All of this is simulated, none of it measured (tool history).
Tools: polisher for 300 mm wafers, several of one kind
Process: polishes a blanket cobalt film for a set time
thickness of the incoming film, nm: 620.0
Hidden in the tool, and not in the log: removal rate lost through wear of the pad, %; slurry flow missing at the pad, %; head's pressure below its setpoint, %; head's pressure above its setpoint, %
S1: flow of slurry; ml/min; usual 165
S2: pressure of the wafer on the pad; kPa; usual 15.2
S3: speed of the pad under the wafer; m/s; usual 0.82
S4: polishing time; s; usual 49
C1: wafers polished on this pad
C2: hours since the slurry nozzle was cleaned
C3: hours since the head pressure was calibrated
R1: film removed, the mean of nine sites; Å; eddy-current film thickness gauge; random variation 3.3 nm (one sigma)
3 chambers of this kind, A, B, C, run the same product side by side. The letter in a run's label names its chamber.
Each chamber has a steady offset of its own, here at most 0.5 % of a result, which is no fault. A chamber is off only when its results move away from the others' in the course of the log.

Run 1B, hour 5.4: usual settings; C1 1071; C2 493.8; C3 127.4. Result: R1 2596.9 Å.
Run 2C, hour 13.8: usual settings; C1 892; C2 407.1; C3 149.3. Result: R1 2672.6 Å.
Run 3A, hour 22.8: usual settings; C1 264; C2 544.3; C3 35.7. Result: R1 2640.2 Å.
Run 4C, hour 31.0: usual settings; C1 1026; C2 424.3; C3 166.5. Result: R1 2672.9 Å.
Run 5B, hour 40.8: usual settings; C1 1347; C2 529.2; C3 162.8. Result: R1 2622.4 Å.
Run 6A, hour 48.1: usual settings; C1 461; C2 569.6; C3 61.0. Result: R1 2622.0 Å.
Run 7A, hour 55.0: usual settings; C1 515; C2 576.5; C3 67.9. Result: R1 2609.2 Å.
At hour 55.6: chamber B: worn pad replaced by a new one.
Run 8C, hour 61.4: usual settings; C1 1263; C2 454.7; C3 196.9. Result: R1 2654.5 Å.
Run 9B, hour 69.0: usual settings but S4 55 s; C1 105; C2 557.4; C3 191.0. Result: R1 2990.8 Å.
Run 10A, hour 77.1: usual settings but S4 55 s; C1 688; C2 598.6; C3 90.0. Result: R1 3014.5 Å.
Run 11B, hour 86.1: usual settings but S4 55 s; C1 238; C2 574.5; C3 208.1. Result: R1 2900.0 Å.
Run 12C, hour 90.9: usual settings; C1 1494; C2 484.2; C3 226.4. Result: R1 2674.8 Å.
Run 13B, hour 95.3: usual settings; C1 310; C2 583.7; C3 217.3. Result: R1 2602.4 Å.
Run 14A, hour 100.6: usual settings; C1 871; C2 622.1; C3 113.5. Result: R1 2651.3 Å.
Run 15C, hour 107.0: usual settings; C1 1620; C2 500.3; C3 242.5. Result: R1 2624.1 Å.
Run 16C, hour 112.6: usual settings; C1 1663; C2 505.9; C3 248.1. Result: R1 2636.5 Å.
Run 17B, hour 122.2: usual settings; C1 520; C2 610.6; C3 244.2. Result: R1 2622.6 Å.
Run 18A, hour 128.0: usual settings; C1 1085; C2 649.5; C3 140.9. Result: R1 2741.9 Å.
Run 19A, hour 135.9: usual settings but S3 0.98 m/s; C1 1147; C2 657.4; C3 148.8. Result: R1 3190.1 Å.
Run 20B, hour 144.3: usual settings but S3 0.98 m/s; C1 693; C2 632.7; C3 266.3. Result: R1 3157.9 Å.
Run 21C, hour 151.2: usual settings but S3 0.98 m/s; C1 1965; C2 544.5; C3 286.7. Result: R1 3163.1 Å.
At hour 152.2: chamber A: worn pad replaced by a new one.
Run 22B, hour 161.1: usual settings; C1 824; C2 649.5; C3 283.1. Result: R1 2591.1 Å.
Run 23A, hour 167.7: usual settings; C1 121; C2 689.2; C3 180.6. Result: R1 2615.9 Å.
Run 24C, hour 177.4: usual settings; C1 2169; C2 570.7; C3 312.9. Result: R1 2621.6 Å.
Run 25A, hour 181.8: usual settings; C1 231; C2 703.3; C3 194.7. Result: R1 2666.6 Å.
Run 26B, hour 189.1: usual settings; C1 1043; C2 677.5; C3 311.1. Result: R1 2624.4 Å.
At hour 191.3: chamber B: slurry nozzle cleaned.
At hour 196.4: chamber A: slurry nozzle cleaned.
Run 27C, hour 197.5: usual settings; C1 2326; C2 590.8; C3 333.0. Result: R1 2549.9 Å.
Run 28B, hour 203.3: usual settings; C1 1154; C2 12.1; C3 325.3. Result: R1 2600.7 Å.
Run 29A, hour 209.4: usual settings but S2 19.3 kPa, S3 1.06 m/s; C1 447; C2 13.1; C3 222.3. Result: R1 4362.6 Å.
Run 30C, hour 213.7: usual settings but S2 19.3 kPa, S3 1.06 m/s; C1 2453; C2 607.0; C3 349.2. Result: R1 4281.6 Å.
Run 31B, hour 222.6: usual settings but S2 19.3 kPa, S3 1.06 m/s; C1 1304; C2 31.4; C3 344.6. Result: R1 4247.0 Å.
Run 32A, hour 231.2: usual settings; C1 617; C2 34.9; C3 244.1. Result: R1 2580.9 Å.
Run 33C, hour 240.8: usual settings; C1 2665; C2 634.1; C3 376.3. Result: R1 2546.3 Å.
Run 34A, hour 246.0: usual settings; C1 732; C2 49.7; C3 258.9. Result: R1 2708.1 Å.
At hour 250.1: chamber B: worn pad replaced by a new one.
Run 35B, hour 254.4: usual settings; C1 33; C2 63.2; C3 376.4. Result: R1 2622.7 Å.
Run 36C, hour 264.4: usual settings; C1 2849; C2 657.7; C3 399.9. Result: R1 2529.1 Å.
Run 37A, hour 273.9: usual settings; C1 950; C2 77.6; C3 286.8. Result: R1 2629.2 Å.
Run 38C, hour 278.5: usual settings but S2 10.3 kPa, S4 62 s; C1 2959; C2 671.8; C3 414.0. Result: R1 2156.7 Å.
Run 39B, hour 286.8: usual settings but S2 10.3 kPa, S4 62 s; C1 286; C2 95.6; C3 408.8. Result: R1 2226.8 Å.
Run 40A, hour 292.4: usual settings but S2 10.3 kPa, S4 62 s; C1 1095; C2 96.1; C3 305.3. Result: R1 2247.7 Å.
Run 41B, hour 297.2: usual settings; C1 367; C2 106.0; C3 419.2. Result: R1 2579.5 Å.
Run 42C, hour 303.6: usual settings; C1 3155; C2 696.9; C3 439.1. Result: R1 2502.6 Å.
Run 43A, hour 313.1: usual settings; C1 1256; C2 116.8; C3 326.0. Result: R1 2627.1 Å.
Run 44B, hour 321.0: usual settings; C1 553; C2 129.8; C3 443.0. Result: R1 2629.3 Å.

What goes on in this fleet: one chamber off, a drifting gauge, or nothing beyond the chambers' own small offsets? Name the chamber and the cause, if any.

Chamber C drifts away from the others.
Cause: removal rate lost through wear of the pad, % = 9.12.
The log may not tell that from: slurry flow missing at the pad, %; head's pressure below its setpoint, %.

Here are 4 candidates for chamber C's next run, each the usual settings with a change, their results left as question marks. Which one brings its results back in line with what the others give on the usual settings?
In line means no further than this from the other chambers' mean on the usual settings: R1 120.0 Å
Run 45C-1, hour 328.1: usual settings but S2 15.9 kPa, S3 0.84 m/s, S4 50 s. Result: R1 ?.
Run 45C-2, hour 328.1: usual settings but S2 13.8 kPa, S4 46 s. Result: R1 ?.
Run 45C-3, hour 328.1: usual settings but S2 14.5 kPa, S4 47 s. Result: R1 ?.
Run 45C-4, hour 328.1: usual settings but S2 15.9 kPa, S3 0.86 m/s, S4 52 s. Result: R1 ?.

The other chambers' mean on the usual settings: R1 2635.4 Å
  run      R1
45C-1  2641.8
45C-2  2060.4
45C-3  2211.4
45C-4  2813.0
45C-1 brings the chamber back in line.

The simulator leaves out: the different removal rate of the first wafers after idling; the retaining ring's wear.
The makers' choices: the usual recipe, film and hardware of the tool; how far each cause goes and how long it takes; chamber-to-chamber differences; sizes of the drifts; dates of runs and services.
